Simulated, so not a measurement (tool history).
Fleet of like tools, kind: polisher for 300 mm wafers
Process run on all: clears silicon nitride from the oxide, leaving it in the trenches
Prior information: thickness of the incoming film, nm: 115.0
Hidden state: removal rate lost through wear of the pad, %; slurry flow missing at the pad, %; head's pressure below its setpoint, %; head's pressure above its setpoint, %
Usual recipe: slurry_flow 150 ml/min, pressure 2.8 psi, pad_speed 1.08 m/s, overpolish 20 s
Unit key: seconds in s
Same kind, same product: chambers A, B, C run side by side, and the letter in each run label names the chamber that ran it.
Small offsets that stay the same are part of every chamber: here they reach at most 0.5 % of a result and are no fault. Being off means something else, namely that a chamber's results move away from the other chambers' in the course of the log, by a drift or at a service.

run,hour,slurry_flow,pressure,pad_speed,overpolish,wafers polished on this pad,hours since the slurry nozzle was cleaned,hours since the head pressure was calibrated,seconds
1B,8.8,150,2.8,1.08,20,808,146.5,194.2,133.02
2C,14.7,150,2.8,1.08,20,221,237.1,173.7,135.85
# hour 15.1: chamber A: head pressure recalibrated
3A,20,150,2.8,1.08,20,601,61,4.9,135.95
4C,24.4,150,2.8,1.08,20,265,246.8,183.4,133.73
5B,32.3,150,2.8,1.08,20,914,170,217.7,137.41
6A,36.6,150,2.8,1.08,20,677,77.6,21.5,138.41
7B,43.4,150,2.8,1.08,20,965,181.1,228.8,134.51
8C,52,150,2.8,1.08,20,390,274.4,211,136.41
9A,59.5,150,2.8,1.08,20,780,100.5,44.4,135.08
10A,69,150,2.8,1.08,20,823,110,53.9,135.89
11B,76.7,180,1.9,1.08,20,1116,214.4,262.1,190.46
12C,85.3,180,1.9,1.08,20,540,307.7,244.3,193.15
# hour 87.2: chamber C: worn pad replaced by a new one
13C,94.7,180,1.9,1.08,20,34,317.1,253.7,196.05
14A,102.6,150,2.8,1.08,20,976,143.6,87.5,137.92
15B,111.7,150,2.8,1.08,20,1274,249.4,297.1,134.53
# hour 117.8: chamber B: worn pad replaced by a new one
16B,119.7,150,2.8,1.08,20,8,257.4,305.1,134.83
17C,127.8,150,2.8,1.08,20,184,350.2,286.8,134.65
18A,133.9,150,2.8,1.08,20,1117,174.9,118.8,137.06
19C,140.8,150,2.8,1.08,20,242,363.2,299.8,133.62
20A,146.7,150,2.8,1.08,20,1175,187.7,131.6,142.5
21B,153.3,150,2.8,1.08,20,161,291,338.7,135.56
22B,162.4,150,2.8,1.08,20,202,300.1,347.8,136.29
23C,169.8,150,2.8,1.08,20,374,392.2,328.8,135.16
24A,178.4,150,3.3,1.08,20,1319,219.4,163.3,119.95
25C,183.4,150,3.3,1.08,20,435,405.8,342.4,115.55
26A,190.7,150,3.3,1.08,20,1375,231.7,175.6,122.22
27B,200.5,150,2.8,1.08,20,374,338.2,385.9,136.13
28B,208.3,150,2.8,1.08,20,410,346,393.7,133.14

Does one chamber stand apart from the rest, does the shared gauge drift, or is all well apart from small per-chamber offsets? Give the chamber and the most likely cause, where there is one.

One chamber, A, drifts off from the rest bit by bit.
What lies behind it: removal rate lost through wear of the pad, % = 7.22.
With only this log, it may be confused with: slurry flow missing at the pad, %; head's pressure below its setpoint, %.

Here are 4 candidates for chamber A's next run, each the usual settings with a change, their results left as question marks. Which one brings its results back in line with what the others give on the usual settings?
To be in line, a result may differ from the other chambers' mean on the usual settings by at most: seconds 6.1 s
29A-1,215.3,150,3,1.16,20,,,,?
29A-2,215.3,150,2.6,1,20,,,,?
29A-3,215.3,150,2.8,1.16,20,,,,?
29A-4,215.3,150,2.8,1,20,,,,?

Mean of the other chambers on the usual settings: seconds 135.44 s
run,seconds
29A-1,127.7
29A-2,171.19
29A-3,136.88
29A-4,158.88
29A-3 puts the chamber back in line with the other chambers.

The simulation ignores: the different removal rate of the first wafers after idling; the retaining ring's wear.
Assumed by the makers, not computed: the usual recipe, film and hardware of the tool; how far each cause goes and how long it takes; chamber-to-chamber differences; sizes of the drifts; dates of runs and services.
